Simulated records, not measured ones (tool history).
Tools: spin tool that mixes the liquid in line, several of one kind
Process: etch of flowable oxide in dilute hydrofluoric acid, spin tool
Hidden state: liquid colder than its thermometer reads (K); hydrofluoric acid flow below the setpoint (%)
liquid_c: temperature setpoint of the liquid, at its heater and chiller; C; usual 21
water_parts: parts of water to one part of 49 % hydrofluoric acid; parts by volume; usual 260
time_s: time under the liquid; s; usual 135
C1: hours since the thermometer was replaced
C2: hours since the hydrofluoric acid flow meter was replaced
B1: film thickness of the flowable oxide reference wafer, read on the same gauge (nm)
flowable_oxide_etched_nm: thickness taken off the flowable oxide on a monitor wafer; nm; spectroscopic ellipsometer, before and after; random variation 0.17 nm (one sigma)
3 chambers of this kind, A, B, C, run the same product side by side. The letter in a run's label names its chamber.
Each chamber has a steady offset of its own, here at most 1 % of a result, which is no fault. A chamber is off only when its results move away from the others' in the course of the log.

{"run": "1A", "day": 0.208, "liquid_c": 21, "water_parts": 260, "time_s": 135, "C1": 2577.8, "C2": 96.1, "B1": 50.007, "flowable_oxide_etched_nm": 22.783}
{"run": "2B", "day": 0.342, "liquid_c": 21, "water_parts": 260, "time_s": 135, "C1": 80.6, "C2": 150.9, "B1": 49.968, "flowable_oxide_etched_nm": 23.078}
{"run": "3C", "day": 0.45, "liquid_c": 21, "water_parts": 260, "time_s": 135, "C1": 463.4, "C2": 1403.6, "B1": 49.983, "flowable_oxide_etched_nm": 22.649}
{"run": "4C", "day": 0.588, "liquid_c": 21, "water_parts": 260, "time_s": 135, "C1": 466.7, "C2": 1406.9, "B1": 50.001, "flowable_oxide_etched_nm": 22.889}
{"run": "5A", "day": 0.704, "liquid_c": 21, "water_parts": 260, "time_s": 135, "C1": 2589.7, "C2": 108, "B1": 50.003, "flowable_oxide_etched_nm": 23.006}
{"run": "6B", "day": 0.908, "liquid_c": 21, "water_parts": 260, "time_s": 135, "C1": 94.2, "C2": 164.5, "B1": 50.035, "flowable_oxide_etched_nm": 22.949}
{"run": "7C", "day": 1.033, "liquid_c": 21, "water_parts": 260, "time_s": 135, "C1": 477.4, "C2": 1417.6, "B1": 50.02, "flowable_oxide_etched_nm": 22.683}
{"run": "8B", "day": 1.192, "liquid_c": 21, "water_parts": 260, "time_s": 135, "C1": 101, "C2": 171.3, "B1": 50.011, "flowable_oxide_etched_nm": 22.727}
{"run": "9A", "day": 1.342, "liquid_c": 21, "water_parts": 260, "time_s": 135, "C1": 2605, "C2": 123.3, "B1": 50, "flowable_oxide_etched_nm": 22.818}
{"run": "10C", "day": 1.546, "liquid_c": 21, "water_parts": 260, "time_s": 65, "C1": 489.7, "C2": 1429.9, "B1": 50.021, "flowable_oxide_etched_nm": 10.887}
{"run": "11B", "day": 1.667, "liquid_c": 21, "water_parts": 260, "time_s": 65, "C1": 112.4, "C2": 182.7, "B1": 50.003, "flowable_oxide_etched_nm": 10.925}
{"run": "12A", "day": 1.783, "liquid_c": 21, "water_parts": 260, "time_s": 65, "C1": 2615.6, "C2": 133.9, "B1": 49.993, "flowable_oxide_etched_nm": 10.942}
{"run": "13C", "day": 1.95, "liquid_c": 21, "water_parts": 260, "time_s": 135, "C1": 499.4, "C2": 1439.6, "B1": 49.996, "flowable_oxide_etched_nm": 23.199}
{"run": "14A", "day": 2.062, "liquid_c": 21, "water_parts": 260, "time_s": 135, "C1": 2622.3, "C2": 140.6, "B1": 49.998, "flowable_oxide_etched_nm": 22.687}
{"run": "15B", "day": 2.183, "liquid_c": 21, "water_parts": 260, "time_s": 135, "C1": 124.8, "C2": 195.1, "B1": 49.992, "flowable_oxide_etched_nm": 22.428}
{"run": "16C", "day": 2.396, "liquid_c": 21, "water_parts": 260, "time_s": 135, "C1": 510.1, "C2": 1450.3, "B1": 50.032, "flowable_oxide_etched_nm": 22.827}
{"run": "17B", "day": 2.512, "liquid_c": 21, "water_parts": 260, "time_s": 135, "C1": 132.7, "C2": 203, "B1": 49.989, "flowable_oxide_etched_nm": 22.625}
{"run": "18A", "day": 2.625, "liquid_c": 21, "water_parts": 260, "time_s": 135, "C1": 2635.8, "C2": 154.1, "B1": 50.004, "flowable_oxide_etched_nm": 22.962}
{"run": "19B", "day": 2.717, "liquid_c": 21, "water_parts": 260, "time_s": 135, "C1": 137.6, "C2": 207.9, "B1": 50.001, "flowable_oxide_etched_nm": 22.723}
{"run": "20C", "day": 2.929, "liquid_c": 21, "water_parts": 260, "time_s": 135, "C1": 522.9, "C2": 1463.1, "B1": 50.017, "flowable_oxide_etched_nm": 22.681}
{"run": "21A", "day": 3.088, "liquid_c": 21, "water_parts": 260, "time_s": 135, "C1": 2646.9, "C2": 165.2, "B1": 50.001, "flowable_oxide_etched_nm": 22.808}
{"run": "22B", "day": 3.238, "liquid_c": 21, "water_parts": 135, "time_s": 135, "C1": 150.1, "C2": 220.4, "B1": 50.014, "flowable_oxide_etched_nm": 50.282}
{"run": "23A", "day": 3.412, "liquid_c": 21, "water_parts": 135, "time_s": 135, "C1": 2654.7, "C2": 173, "B1": 50.014, "flowable_oxide_etched_nm": 50.644}
{"run": "24C", "day": 3.508, "liquid_c": 21, "water_parts": 135, "time_s": 135, "C1": 536.8, "C2": 1477, "B1": 50.015, "flowable_oxide_etched_nm": 48.98}
{"run": "25B", "day": 3.688, "liquid_c": 21, "water_parts": 260, "time_s": 135, "C1": 160.9, "C2": 231.2, "B1": 50.023, "flowable_oxide_etched_nm": 22.656}
{"run": "26A", "day": 3.883, "liquid_c": 18, "water_parts": 165, "time_s": 135, "C1": 2666, "C2": 184.3, "B1": 49.984, "flowable_oxide_etched_nm": 35.379}
{"run": "27C", "day": 4.033, "liquid_c": 18, "water_parts": 165, "time_s": 135, "C1": 549.4, "C2": 1489.6, "B1": 49.977, "flowable_oxide_etched_nm": 34.942}
{"run": "28C", "day": 4.154, "liquid_c": 18, "water_parts": 165, "time_s": 135, "C1": 552.3, "C2": 1492.5, "B1": 50.028, "flowable_oxide_etched_nm": 34.387}
{"run": "29A", "day": 4.258, "liquid_c": 21, "water_parts": 260, "time_s": 135, "C1": 2675, "C2": 193.3, "B1": 50.005, "flowable_oxide_etched_nm": 22.668}
{"run": "30B", "day": 4.45, "liquid_c": 21, "water_parts": 260, "time_s": 135, "C1": 179.2, "C2": 249.5, "B1": 50.016, "flowable_oxide_etched_nm": 22.856}
{"run": "31C", "day": 4.55, "liquid_c": 21, "water_parts": 260, "time_s": 190, "C1": 561.8, "C2": 1502, "B1": 50.003, "flowable_oxide_etched_nm": 31.788}
{"run": "32A", "day": 4.717, "liquid_c": 21, "water_parts": 260, "time_s": 190, "C1": 2686, "C2": 204.3, "B1": 50.026, "flowable_oxide_etched_nm": 31.574}
{"run": "33B", "day": 4.921, "liquid_c": 21, "water_parts": 260, "time_s": 190, "C1": 190.5, "C2": 260.8, "B1": 49.991, "flowable_oxide_etched_nm": 31.573}
{"run": "34B", "day": 5.025, "liquid_c": 21, "water_parts": 260, "time_s": 135, "C1": 193, "C2": 263.3, "B1": 49.977, "flowable_oxide_etched_nm": 22.736}
{"run": "35A", "day": 5.167, "liquid_c": 25, "water_parts": 260, "time_s": 135, "C1": 2696.8, "C2": 215.1, "B1": 49.989, "flowable_oxide_etched_nm": 26.268}
{"run": "36C", "day": 5.262, "liquid_c": 25, "water_parts": 260, "time_s": 135, "C1": 578.9, "C2": 1519.1, "B1": 50.009, "flowable_oxide_etched_nm": 26.367}
{"run": "37C", "day": 5.408, "liquid_c": 25, "water_parts": 260, "time_s": 135, "C1": 582.4, "C2": 1522.6, "B1": 49.992, "flowable_oxide_etched_nm": 26.462}
{"run": "38A", "day": 5.604, "liquid_c": 21, "water_parts": 260, "time_s": 135, "C1": 2707.3, "C2": 225.6, "B1": 50.004, "flowable_oxide_etched_nm": 22.808}
{"run": "39B", "day": 5.775, "liquid_c": 21, "water_parts": 260, "time_s": 135, "C1": 211, "C2": 281.3, "B1": 49.979, "flowable_oxide_etched_nm": 22.762}

Is one chamber off against the others, does the gauge drift, or is nothing wrong? If a chamber is off, say which, and what the likeliest cause is.

No chamber stands off beyond its own small offset, and the gauge holds steady.

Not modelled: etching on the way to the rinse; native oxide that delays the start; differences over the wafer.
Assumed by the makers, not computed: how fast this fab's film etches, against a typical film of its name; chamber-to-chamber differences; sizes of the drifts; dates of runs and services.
